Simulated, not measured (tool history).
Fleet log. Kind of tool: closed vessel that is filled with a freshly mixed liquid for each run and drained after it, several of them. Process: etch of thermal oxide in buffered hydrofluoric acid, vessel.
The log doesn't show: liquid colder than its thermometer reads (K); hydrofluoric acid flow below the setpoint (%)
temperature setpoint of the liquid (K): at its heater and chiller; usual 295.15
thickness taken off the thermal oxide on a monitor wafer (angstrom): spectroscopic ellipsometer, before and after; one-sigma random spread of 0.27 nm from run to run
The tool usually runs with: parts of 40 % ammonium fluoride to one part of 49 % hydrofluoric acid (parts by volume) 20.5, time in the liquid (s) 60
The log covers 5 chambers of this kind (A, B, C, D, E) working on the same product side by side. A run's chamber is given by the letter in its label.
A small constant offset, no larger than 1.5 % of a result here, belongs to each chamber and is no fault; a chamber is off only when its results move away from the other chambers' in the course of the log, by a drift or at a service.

run	hour	temperature setpoint of the liquid (K)	parts of 40 % ammonium fluoride to one part of 49 % hydrofluoric acid (parts by volume)	time in the liquid (s)	hours since the thermometer was replaced	hours since the hydrofluoric acid flow meter was replaced	read-back film thickness of the thermal oxide reference wafer, read on the same gauge (nm)	thickness taken off the thermal oxide on a monitor wafer (angstrom)
1E	5.5	295.15	20.5	60	649.1	764.2	40.019	305.41
2A	10.8	295.15	20.5	60	730.8	1687.8	39.995	310.91
3B	15.1	295.15	20.5	60	534.8	636.8	40.002	311.23
4D	22.3	295.15	20.5	60	1204.2	735.3	40.008	315.12
5C	26.1	295.15	20.5	60	2022.6	594.6	40.004	309.00
6A	33.3	295.15	20.5	60	753.3	1710.3	40.002	307.50
7B	37.5	295.15	20.5	60	557.2	659.2	39.997	303.61
8C	43.4	295.15	20.5	60	2039.9	611.9	39.993	308.47
9E	50.6	295.15	20.5	60	694.2	809.3	39.999	310.90
10D	56.7	295.15	20.5	60	1238.6	769.7	39.999	305.77
# hour 61.5: chamber B: hydrofluoric acid flow meter replaced
11D	62.4	295.15	23.0	60	1244.3	775.4	39.980	280.80
12E	67.8	295.15	23.0	60	711.4	826.5	40.021	285.45
13B	71.8	295.15	23.0	60	591.5	10.3	40.008	284.16
14C	76.5	295.15	23.0	60	2073.0	645.0	39.991	283.35
15A	84.2	295.15	23.0	60	804.2	1761.2	40.017	288.98
16E	89.0	295.15	20.5	60	732.6	847.7	39.990	312.71
17B	95.2	295.15	20.5	60	614.9	33.7	40.007	307.51
18D	102.1	295.15	20.5	60	1284.0	815.1	39.999	298.99
19C	106.6	295.15	20.5	60	2103.1	675.1	40.005	304.31
20A	111.2	295.15	20.5	60	831.2	1788.2	40.010	309.12
21B	115.9	295.15	20.5	60	635.6	54.4	39.997	309.10
22D	121.2	293.65	20.5	60	1303.1	834.2	40.001	269.38
23A	128.8	293.65	20.5	60	848.8	1805.8	40.005	281.92
24E	135.9	293.65	20.5	60	779.5	894.6	40.006	283.11
25C	142.4	293.65	20.5	60	2138.9	710.9	40.001	287.71
26D	146.4	293.65	20.5	60	1328.3	859.4	40.011	268.70
27A	150.0	295.15	20.5	60	870.0	1827.0	39.998	312.55
28B	155.9	295.15	20.5	60	675.6	94.4	39.997	309.40
29C	162.2	295.15	20.5	60	2158.7	730.7	40.002	308.17
30E	168.6	295.15	20.5	60	812.2	927.3	40.016	306.47
31C	172.8	295.15	15.5	75	2169.3	741.3	40.009	504.06
32B	176.3	295.15	15.5	75	696.0	114.8	39.998	503.17

Is one chamber out of step, is the gauge drifting, or do the chambers differ by no more than their own small offsets? For an off chamber, give its letter and the likeliest cause.

It is chamber D that slowly wanders off from its peers.
What lies behind it: liquid colder than its thermometer reads (K) = 1.52.
With only this log, it may be confused with: hydrofluoric acid flow below the setpoint (%).

Chamber D could run next with any of the 4 candidate recipes listed below; each alters the usual settings, and their results appear as question marks. Which one brings its results back in line with what the other chambers deliver on the usual settings?
Counts as in line when no further than this from what the other chambers average on the usual settings: thickness taken off the thermal oxide on a monitor wafer (angstrom) 9.60
33D-1	181.9	294.65	21.5	55				?
33D-2	181.9	297.65	20.5	60				?
33D-3	181.9	293.65	20.5	60				?
33D-4	181.9	295.15	20.5	65				?

Average result of the remaining chambers running the usual settings: thickness taken off the thermal oxide on a monitor wafer (angstrom) 308.89
run	thickness taken off the thermal oxide on a monitor wafer (angstrom)
33D-1	247.67
33D-2	329.07
33D-3	264.09
33D-4	310.95
33D-4 brings the chamber back in line.

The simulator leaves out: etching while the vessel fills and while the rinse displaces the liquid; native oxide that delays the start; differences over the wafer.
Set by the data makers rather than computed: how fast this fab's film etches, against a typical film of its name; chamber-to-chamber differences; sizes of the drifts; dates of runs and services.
